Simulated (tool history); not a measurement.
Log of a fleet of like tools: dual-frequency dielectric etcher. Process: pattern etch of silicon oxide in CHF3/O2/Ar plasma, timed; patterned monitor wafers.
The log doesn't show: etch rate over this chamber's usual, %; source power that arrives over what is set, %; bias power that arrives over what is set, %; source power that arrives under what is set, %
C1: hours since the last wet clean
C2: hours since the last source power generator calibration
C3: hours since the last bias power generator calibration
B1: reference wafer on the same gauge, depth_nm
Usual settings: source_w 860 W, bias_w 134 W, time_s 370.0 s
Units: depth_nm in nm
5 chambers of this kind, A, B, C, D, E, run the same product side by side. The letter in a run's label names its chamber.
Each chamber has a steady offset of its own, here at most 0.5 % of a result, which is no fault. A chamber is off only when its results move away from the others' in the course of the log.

Run 1E, day 0.108: usual settings; C1 92.9; C2 644.1; C3 2893.0; B1 910.59. Result: depth_nm 768.33 nm.
Run 2C, day 0.217: usual settings; C1 37.8; C2 2269.0; C3 2600.4; B1 910.54. Result: depth_nm 764.98 nm.
Run 3A, day 0.396: usual settings; C1 12.7; C2 736.2; C3 1244.0; B1 909.37. Result: depth_nm 769.02 nm.
Run 4B, day 0.575: usual settings; C1 275.7; C2 77.1; C3 1524.8; B1 909.92. Result: depth_nm 762.63 nm.
Run 5D, day 0.708: usual settings; C1 19.3; C2 4153.2; C3 289.8; B1 910.00. Result: depth_nm 763.80 nm.
Run 6B, day 0.850: usual settings; C1 282.3; C2 83.7; C3 1531.4; B1 910.13. Result: depth_nm 762.95 nm.
Run 7D, day 0.988: usual settings; C1 26.0; C2 4159.9; C3 296.5; B1 910.35. Result: depth_nm 764.75 nm.
Run 8A, day 1.112: usual settings; C1 29.9; C2 753.4; C3 1261.2; B1 910.24. Result: depth_nm 764.74 nm.
Run 9C, day 1.292: usual settings; C1 63.6; C2 2294.8; C3 2626.2; B1 910.60. Result: depth_nm 762.43 nm.
Run 10E, day 1.458: usual settings; C1 125.3; C2 676.5; C3 2925.4; B1 909.78. Result: depth_nm 767.44 nm.
Run 11A, day 1.562: usual settings; C1 40.7; C2 764.2; C3 1272.0; B1 911.03. Result: depth_nm 763.71 nm.
Run 12D, day 1.675: usual settings; C1 42.5; C2 4176.4; C3 313.0; B1 910.03. Result: depth_nm 763.55 nm.
Run 13B, day 1.800: usual settings; C1 305.1; C2 106.5; C3 1554.2; B1 910.42. Result: depth_nm 765.76 nm.
At day 1.875: chamber B: bias power generator calibrated.
Run 14C, day 1.925: usual settings; C1 78.8; C2 2310.0; C3 2641.4; B1 909.76. Result: depth_nm 761.20 nm.
Run 15E, day 2.075: usual settings but time_s 329.5 s; C1 140.1; C2 691.3; C3 2940.2; B1 910.47. Result: depth_nm 682.56 nm.
Run 16C, day 2.192: usual settings but time_s 329.5 s; C1 85.2; C2 2316.4; C3 2647.8; B1 910.97. Result: depth_nm 676.38 nm.
Run 17A, day 2.333: usual settings but time_s 329.5 s; C1 59.2; C2 782.7; C3 1290.5; B1 910.25. Result: depth_nm 678.40 nm.
Run 18D, day 2.438: usual settings but time_s 329.5 s; C1 60.8; C2 4194.7; C3 331.3; B1 910.22. Result: depth_nm 678.56 nm.
Run 19B, day 2.550: usual settings but time_s 329.5 s; C1 323.1; C2 124.5; C3 16.3; B1 910.25. Result: depth_nm 678.76 nm.
Run 20E, day 2.696: usual settings; C1 155.0; C2 706.2; C3 2955.1; B1 910.24. Result: depth_nm 771.36 nm.
Run 21E, day 2.808: usual settings; C1 157.7; C2 708.9; C3 2957.8; B1 910.42. Result: depth_nm 767.17 nm.
Run 22A, day 2.917: usual settings; C1 73.2; C2 796.7; C3 1304.5; B1 910.61. Result: depth_nm 759.60 nm.
Run 23D, day 3.079: usual settings but time_s 321.0 s; C1 76.2; C2 4210.1; C3 346.7; B1 909.84. Result: depth_nm 661.15 nm.
Run 24C, day 3.229: usual settings but time_s 321.0 s; C1 110.1; C2 2341.3; C3 2672.7; B1 910.61. Result: depth_nm 664.99 nm.
Run 25B, day 3.338: usual settings but time_s 321.0 s; C1 342.0; C2 143.4; C3 35.2; B1 909.57. Result: depth_nm 659.64 nm.
Run 26E, day 3.454: usual settings but time_s 321.0 s; C1 173.2; C2 724.4; C3 2973.3; B1 909.94. Result: depth_nm 665.44 nm.
Run 27B, day 3.550: usual settings but time_s 321.0 s; C1 347.1; C2 148.5; C3 40.3; B1 910.88. Result: depth_nm 659.75 nm.
Run 28D, day 3.746: usual settings but source_w 990 W; C1 92.2; C2 4226.1; C3 362.7; B1 909.68. Result: depth_nm 810.27 nm.
Run 29A, day 3.925: usual settings but source_w 990 W; C1 97.4; C2 820.9; C3 1328.7; B1 909.40. Result: depth_nm 807.66 nm.
Run 30C, day 4.042: usual settings but source_w 990 W; C1 129.6; C2 2360.8; C3 2692.2; B1 909.96. Result: depth_nm 807.12 nm.
Run 31B, day 4.150: usual settings but source_w 990 W; C1 361.5; C2 162.9; C3 54.7; B1 910.31. Result: depth_nm 805.78 nm.
Run 32E, day 4.283: usual settings but source_w 990 W; C1 193.1; C2 744.3; C3 2993.2; B1 909.28. Result: depth_nm 810.95 nm.
At day 4.325: chamber C: source power generator calibrated.
Run 33A, day 4.475: usual settings; C1 110.6; C2 834.1; C3 1341.9; B1 910.21. Result: depth_nm 763.70 nm.
Run 34C, day 4.571: usual settings; C1 142.3; C2 5.9; C3 2704.9; B1 909.71. Result: depth_nm 760.71 nm.
Run 35D, day 4.721: usual settings; C1 115.6; C2 4249.5; C3 386.1; B1 909.45. Result: depth_nm 762.10 nm.
Run 36A, day 4.854: usual settings; C1 119.7; C2 843.2; C3 1351.0; B1 910.03. Result: depth_nm 762.74 nm.

Is one chamber off against the others, does the gauge drift, or is nothing wrong? If a chamber is off, say which, and what the likeliest cause is.

No chamber stands off beyond its own small offset, and the gauge holds steady.
